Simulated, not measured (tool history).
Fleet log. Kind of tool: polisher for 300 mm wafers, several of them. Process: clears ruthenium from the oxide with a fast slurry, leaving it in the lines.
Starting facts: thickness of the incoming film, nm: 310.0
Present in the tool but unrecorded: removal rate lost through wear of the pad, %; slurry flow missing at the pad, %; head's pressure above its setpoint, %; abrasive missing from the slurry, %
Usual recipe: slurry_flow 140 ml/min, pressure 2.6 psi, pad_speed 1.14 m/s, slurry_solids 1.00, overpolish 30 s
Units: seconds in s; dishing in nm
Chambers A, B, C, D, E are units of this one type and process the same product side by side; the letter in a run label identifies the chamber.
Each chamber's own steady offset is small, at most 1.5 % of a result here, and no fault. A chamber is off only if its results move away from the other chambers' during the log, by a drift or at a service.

| run | hour | slurry_flow | pressure | pad_speed | slurry_solids | overpolish | wafers polished on this pad | hours since the slurry nozzle was cleaned | hours since the head pressure was calibrated | hours since the slurry blender was calibrated | seconds | dishing |
|---|---|---|---|---|---|---|---|---|---|---|---|---|
|  | 2.5 | chamber A: worn pad replaced by a new one |
|  | 3.5 | chamber A: slurry blender recalibrated |
| 1A | 5.4 | 140 | 2.6 | 1.14 | 1.00 | 30 | 19 | 319.7 | 425.7 | 1.9 | 85.184 | 46.782 |
| 2C | 14.8 | 140 | 2.6 | 1.14 | 1.00 | 30 | 117 | 277.5 | 95.7 | 147.4 | 86.110 | 45.179 |
|  | 20.6 | chamber A: head pressure recalibrated |
|  | 22.7 | chamber D: slurry blender recalibrated |
| 3B | 23.7 | 140 | 2.6 | 1.14 | 1.00 | 30 | 666 | 841.8 | 86.2 | 119.1 | 83.932 | 47.611 |
| 4E | 33.1 | 140 | 2.6 | 1.14 | 1.00 | 30 | 243 | 156.2 | 181.5 | 95.0 | 85.359 | 46.634 |
| 5D | 42.1 | 140 | 2.6 | 1.14 | 1.00 | 30 | 823 | 305.5 | 323.8 | 19.5 | 85.739 | 46.684 |
|  | 49.8 | chamber B: slurry nozzle cleaned |
| 6A | 51.8 | 140 | 2.6 | 1.34 | 1.00 | 14 | 317 | 366.1 | 31.3 | 48.3 | 72.163 | 35.147 |
|  | 53.3 | chamber A: slurry nozzle cleaned |
|  | 54.4 | chamber C: slurry nozzle cleaned |
| 7E | 56.4 | 140 | 2.6 | 1.34 | 1.00 | 14 | 393 | 179.5 | 204.8 | 118.3 | 72.456 | 33.938 |
|  | 61.1 | chamber D: worn pad replaced by a new one |
| 8B | 61.8 | 140 | 2.6 | 1.34 | 1.00 | 14 | 911 | 12.1 | 124.3 | 157.2 | 73.132 | 36.168 |
|  | 68.6 | chamber E: slurry blender recalibrated |
|  | 71.1 | chamber C: slurry blender recalibrated |
| 9C | 71.8 | 140 | 2.6 | 1.34 | 1.00 | 14 | 484 | 17.4 | 152.7 | 0.8 | 72.981 | 34.905 |
| 10D | 76.3 | 140 | 2.6 | 1.34 | 1.00 | 14 | 98 | 339.7 | 358.0 | 53.7 | 72.548 | 34.766 |
|  | 83.0 | chamber E: worn pad replaced by a new one |
| 11A | 83.6 | 140 | 2.6 | 1.14 | 1.00 | 30 | 522 | 30.4 | 63.1 | 80.1 | 86.010 | 46.360 |
| 12B | 88.8 | 140 | 2.6 | 1.14 | 1.00 | 30 | 1085 | 39.1 | 151.3 | 184.2 | 84.824 | 46.678 |
| 13E | 94.3 | 165 | 2.6 | 1.14 | 1.00 | 30 | 72 | 217.4 | 242.7 | 25.8 | 85.125 | 47.077 |
| 14C | 103.0 | 165 | 2.6 | 1.14 | 1.00 | 30 | 685 | 48.6 | 183.9 | 32.0 | 83.005 | 47.250 |
|  | 103.6 | chamber B: worn pad replaced by a new one |
|  | 109.2 | chamber A: slurry blender recalibrated |
| 15D | 113.1 | 165 | 2.6 | 1.14 | 1.00 | 30 | 334 | 376.5 | 394.8 | 90.5 | 81.520 | 46.444 |
| 16B | 118.6 | 165 | 2.6 | 1.14 | 1.00 | 30 | 96 | 68.9 | 181.1 | 214.0 | 81.668 | 47.292 |
| 17A | 123.0 | 165 | 2.6 | 1.14 | 1.00 | 30 | 775 | 69.8 | 102.5 | 13.8 | 81.921 | 47.459 |
| 18E | 128.4 | 140 | 2.6 | 1.14 | 1.00 | 30 | 292 | 251.5 | 276.8 | 59.9 | 85.466 | 46.092 |
|  | 131.8 | chamber D: slurry nozzle cleaned |
| 19D | 135.7 | 140 | 2.6 | 1.14 | 1.15 | 30 | 480 | 3.9 | 417.4 | 113.1 | 80.816 | 47.555 |
| 20C | 141.3 | 140 | 2.6 | 1.14 | 1.15 | 30 | 931 | 86.9 | 222.2 | 70.3 | 80.683 | 47.290 |
|  | 144.4 | chamber C: worn pad replaced by a new one |
| 21B | 150.9 | 140 | 2.6 | 1.14 | 1.15 | 30 | 304 | 101.2 | 213.4 | 246.3 | 80.414 | 48.018 |
|  | 154.9 | chamber E: worn pad replaced by a new one |
| 22D | 158.1 | 140 | 2.6 | 1.14 | 1.15 | 30 | 624 | 26.3 | 439.8 | 135.5 | 80.786 | 46.921 |
|  | 163.3 | chamber B: slurry blender recalibrated |
| 23A | 163.3 | 140 | 2.6 | 1.14 | 1.15 | 30 | 1035 | 110.1 | 142.8 | 54.1 | 79.367 | 47.682 |
| 24E | 170.0 | 140 | 2.6 | 1.14 | 1.00 | 30 | 97 | 293.1 | 318.4 | 101.5 | 85.818 | 47.390 |
|  | 173.3 | chamber E: slurry nozzle cleaned |
| 25C | 177.1 | 140 | 2.6 | 1.14 | 1.00 | 30 | 210 | 122.7 | 258.0 | 106.1 | 85.296 | 45.566 |
| 26B | 185.5 | 140 | 2.6 | 1.14 | 1.00 | 30 | 527 | 135.8 | 248.0 | 22.2 | 85.471 | 46.275 |
| 27A | 192.0 | 140 | 2.6 | 1.14 | 1.00 | 30 | 1219 | 138.8 | 171.5 | 82.8 | 85.623 | 45.530 |
|  | 199.0 | chamber E: slurry blender recalibrated |
| 28C | 200.1 | 140 | 2.6 | 1.14 | 1.00 | 30 | 358 | 145.7 | 281.0 | 129.1 | 87.031 | 46.509 |
|  | 204.2 | chamber A: worn pad replaced by a new one |
|  | 204.9 | chamber D: worn pad replaced by a new one |
| 29E | 206.3 | 140 | 2.6 | 1.14 | 1.00 | 30 | 330 | 33.0 | 354.7 | 7.3 | 85.412 | 47.475 |
| 30D | 214.2 | 140 | 2.6 | 1.14 | 1.00 | 30 | 60 | 82.4 | 495.9 | 191.6 | 85.086 | 46.608 |
| 31D | 222.2 | 140 | 2.6 | 1.14 | 1.00 | 30 | 111 | 90.4 | 503.9 | 199.6 | 85.480 | 46.222 |
|  | 222.8 | chamber A: slurry blender recalibrated |
| 32E | 228.4 | 140 | 2.6 | 1.14 | 1.00 | 30 | 472 | 55.1 | 376.8 | 29.4 | 85.353 | 46.488 |
|  | 231.4 | chamber E: worn pad replaced by a new one |
| 33C | 233.2 | 140 | 2.6 | 1.14 | 1.00 | 30 | 571 | 178.8 | 314.1 | 162.2 | 87.640 | 45.325 |
|  | 237.3 | chamber C: slurry blender recalibrated |
| 34B | 241.7 | 140 | 2.6 | 1.14 | 1.00 | 30 | 888 | 192.0 | 304.2 | 78.4 | 86.241 | 46.806 |
| 35A | 246.4 | 140 | 2.6 | 1.14 | 1.00 | 30 | 272 | 193.2 | 225.9 | 23.7 | 84.234 | 47.584 |
|  | 252.0 | chamber D: slurry blender recalibrated |
| 36A | 254.6 | 140 | 2.6 | 1.14 | 1.00 | 30 | 324 | 201.4 | 234.1 | 31.9 | 85.394 | 47.128 |
| 37D | 259.3 | 140 | 2.6 | 1.14 | 1.00 | 30 | 350 | 127.5 | 541.0 | 7.3 | 85.937 | 46.672 |
| 38B | 265.8 | 140 | 2.6 | 1.14 | 1.00 | 30 | 1043 | 216.1 | 328.3 | 102.5 | 83.632 | 45.990 |
| 39C | 270.6 | 140 | 2.6 | 1.14 | 1.00 | 30 | 812 | 216.2 | 351.5 | 33.4 | 86.734 | 45.268 |
| 40E | 276.3 | 140 | 2.6 | 1.14 | 1.00 | 30 | 288 | 103.0 | 424.7 | 77.3 | 85.414 | 46.501 |
| 41D | 285.0 | 140 | 2.6 | 1.14 | 1.00 | 30 | 515 | 153.2 | 566.7 | 33.0 | 86.232 | 46.543 |
| 42A | 291.8 | 140 | 2.6 | 1.14 | 1.00 | 30 | 564 | 238.6 | 271.3 | 69.1 | 85.881 | 47.482 |
| 43C | 299.2 | 140 | 2.6 | 1.14 | 1.00 | 30 | 996 | 244.8 | 380.1 | 62.0 | 85.498 | 46.193 |
| 44B | 307.0 | 140 | 2.6 | 1.14 | 1.00 | 30 | 1308 | 257.3 | 369.5 | 143.7 | 85.764 | 47.245 |

One chamber off, gauge drift, or nothing amiss beyond the chambers' own small offsets? If it is a chamber, which one, and what is the likeliest cause?

No chamber stands off beyond its own small offset, and the gauge holds steady.
